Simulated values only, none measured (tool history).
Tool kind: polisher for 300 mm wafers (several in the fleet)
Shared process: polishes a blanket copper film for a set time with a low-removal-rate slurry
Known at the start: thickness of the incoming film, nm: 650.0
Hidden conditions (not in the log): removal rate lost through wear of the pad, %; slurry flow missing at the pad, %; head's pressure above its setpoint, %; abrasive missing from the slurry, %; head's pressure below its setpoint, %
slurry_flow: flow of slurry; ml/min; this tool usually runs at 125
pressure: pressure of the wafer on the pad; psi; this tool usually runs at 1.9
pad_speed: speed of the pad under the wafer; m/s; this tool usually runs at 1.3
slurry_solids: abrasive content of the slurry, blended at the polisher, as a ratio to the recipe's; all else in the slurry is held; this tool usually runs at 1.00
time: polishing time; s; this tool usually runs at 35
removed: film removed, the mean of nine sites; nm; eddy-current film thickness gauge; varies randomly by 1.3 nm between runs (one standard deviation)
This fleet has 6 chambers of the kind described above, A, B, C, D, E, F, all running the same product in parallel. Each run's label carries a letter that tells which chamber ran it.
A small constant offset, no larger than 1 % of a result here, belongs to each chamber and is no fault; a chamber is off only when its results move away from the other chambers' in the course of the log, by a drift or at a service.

run,day,slurry_flow,pressure,pad_speed,slurry_solids,time,wafers polished on this pad,hours since the slurry nozzle was cleaned,hours since the head pressure was calibrated,hours since the slurry blender was calibrated,removed
# day 0.296: chamber C: worn pad replaced by a new one
# day 0.308: chamber F: slurry blender recalibrated
1A,0.338,125,1.9,1.3,1.00,35,552,441.7,333.0,314.2,92.549
# day 0.408: chamber D: worn pad replaced by a new one
# day 0.458: chamber F: worn pad replaced by a new one
2C,0.683,125,1.9,1.3,1.00,35,81,275.4,379.8,78.5,95.010
# day 1.108: chamber E: slurry nozzle cleaned
3B,1.112,125,1.9,1.3,1.00,35,287,263.9,204.5,82.9,94.724
# day 1.512: chamber C: slurry blender recalibrated
# day 1.546: chamber E: worn pad replaced by a new one
4D,1.600,125,1.9,1.3,1.00,35,250,209.2,626.7,114.7,97.896
# day 1.750: chamber A: head pressure recalibrated
5E,1.933,125,1.9,1.3,1.00,35,82,19.9,175.3,133.9,96.853
6F,2.354,125,1.9,1.3,1.00,35,398,181.7,742.0,49.1,92.796
7B,2.717,140,1.9,1.3,0.75,35,624,302.4,243.0,121.4,92.089
# day 2.800: chamber E: slurry blender recalibrated
8C,3.054,140,1.9,1.3,0.75,35,579,332.3,436.7,37.0,90.743
9A,3.425,140,1.9,1.3,0.75,35,1200,515.8,40.2,388.3,91.891
# day 3.467: chamber A: slurry nozzle cleaned
# day 3.579: chamber F: worn pad replaced by a new one
10D,3.688,140,1.9,1.3,0.75,35,689,259.3,676.8,164.8,92.172
# day 3.812: chamber C: slurry nozzle cleaned
11F,4.104,140,1.9,1.3,0.75,35,111,223.7,784.0,91.1,89.484
# day 4.121: chamber A: worn pad replaced by a new one
# day 4.338: chamber B: slurry blender recalibrated
12E,4.396,140,1.9,1.3,0.75,35,599,79.0,234.4,38.4,89.221
# day 4.412: chamber E: worn pad replaced by a new one
13A,4.754,125,1.9,1.3,1.00,35,133,31.0,72.1,420.2,94.070
# day 4.796: chamber A: slurry blender recalibrated
14F,5.179,125,1.9,1.3,1.00,35,336,249.5,809.8,116.9,95.920
15B,5.421,125,2.3,1.3,1.00,35,1192,367.3,307.9,26.0,114.090
# day 5.667: chamber C: slurry blender recalibrated
# day 5.804: chamber B: head pressure recalibrated
16C,5.833,125,2.3,1.3,1.00,35,1163,48.6,503.4,4.0,118.280
# day 6.017: chamber C: worn pad replaced by a new one
# day 6.158: chamber B: worn pad replaced by a new one
17E,6.262,125,2.3,1.3,1.00,35,389,123.8,279.2,83.2,113.980
# day 6.504: chamber F: worn pad replaced by a new one
18D,6.521,125,2.3,1.3,1.00,35,1284,327.3,744.8,232.8,116.990
19A,6.971,125,2.3,1.3,1.00,35,599,84.2,125.3,52.3,113.940
20C,7.404,125,2.3,1.3,1.00,35,292,86.3,541.1,41.7,120.040
# day 7.758: chamber F: slurry blender recalibrated
21D,7.758,125,1.9,1.3,1.00,35,1544,357.0,774.5,262.5,95.846
# day 7.767: chamber E: worn pad replaced by a new one
22B,8.217,125,1.9,1.3,1.00,35,432,434.4,57.9,93.1,95.857
# day 8.350: chamber D: worn pad replaced by a new one
23F,8.667,125,1.9,1.3,1.00,35,454,333.2,893.5,21.9,95.856
# day 8.679: chamber F: head pressure recalibrated
24E,8.904,165,1.9,1.3,1.00,43,239,187.2,342.6,146.6,120.660
25B,9.396,165,1.9,1.3,1.00,43,680,462.7,86.2,121.4,121.470
# day 9.508: chamber C: slurry blender recalibrated
# day 9.592: chamber F: worn pad replaced by a new one
26D,9.900,165,1.9,1.3,1.00,43,326,408.4,825.9,313.9,125.740
27C,10.129,165,1.9,1.3,1.00,43,864,151.7,606.5,14.9,129.320
# day 10.250: chamber A: worn pad replaced by a new one
# day 10.283: chamber B: slurry blender recalibrated
28E,10.400,165,1.9,1.3,1.00,43,553,223.1,378.5,182.5,120.590
# day 10.525: chamber E: slurry blender recalibrated
29A,10.692,165,1.9,1.3,1.00,43,93,173.5,214.6,141.6,122.960
30F,11.046,125,1.9,1.3,1.00,35,306,390.3,56.8,79.0,93.142
# day 11.146: chamber E: worn pad replaced by a new one
31C,11.446,125,1.9,1.3,1.00,35,1141,183.3,638.1,46.5,101.070
# day 11.954: chamber B: worn pad replaced by a new one
32D,11.958,125,1.9,1.3,1.00,35,758,457.8,875.3,363.3,94.591
# day 11.996: chamber C: worn pad replaced by a new one
# day 12.379: chamber F: worn pad replaced by a new one
33A,12.454,125,1.9,1.3,1.00,35,463,215.8,256.9,183.9,96.086
34B,12.717,125,1.9,1.3,1.00,35,160,542.4,165.9,58.5,94.828
35E,12.967,125,1.9,1.3,0.80,35,382,284.7,440.1,58.6,92.110
36F,13.233,125,1.9,1.3,0.80,35,179,442.8,109.3,131.5,88.042
# day 13.296: chamber C: slurry blender recalibrated
37B,13.742,125,1.9,1.3,0.80,35,375,567.0,190.5,83.1,88.767
38C,14.229,125,1.9,1.3,0.80,35,469,250.1,704.9,22.5,102.020
39F,14.683,125,1.9,1.3,0.80,35,484,477.6,144.1,166.3,90.452

Read the log: is a single chamber off, either drifting away or since a service, is the gauge that measures every chamber drifting, or is nothing wrong beyond small per-chamber offsets? Name any odd chamber and what most likely caused it.

It is chamber C that slowly wanders off from its peers.
What lies behind it: head's pressure above its setpoint, % = 10.1.

Chamber C could run next with any of the 4 candidate recipes listed below; each alters the usual settings, and their results appear as question marks. Which one brings its results back in line with what the other chambers deliver on the usual settings?
Maximum distance from the other chambers' mean on the usual settings for a result to count as in line: removed 4.400 nm
40C-1,15.050,125,2.0,1.30,1.00,37,,,,,?
40C-2,15.050,125,1.9,1.30,0.60,35,,,,,?
40C-3,15.050,125,1.9,1.28,1.00,35,,,,,?
40C-4,15.050,125,1.9,1.32,1.00,35,,,,,?

Usual-settings mean across the other chambers: removed 94.665 nm
run,removed
40C-1,116.500
40C-2,94.216
40C-3,103.070
40C-4,106.320
40C-2 brings the chamber back in line.
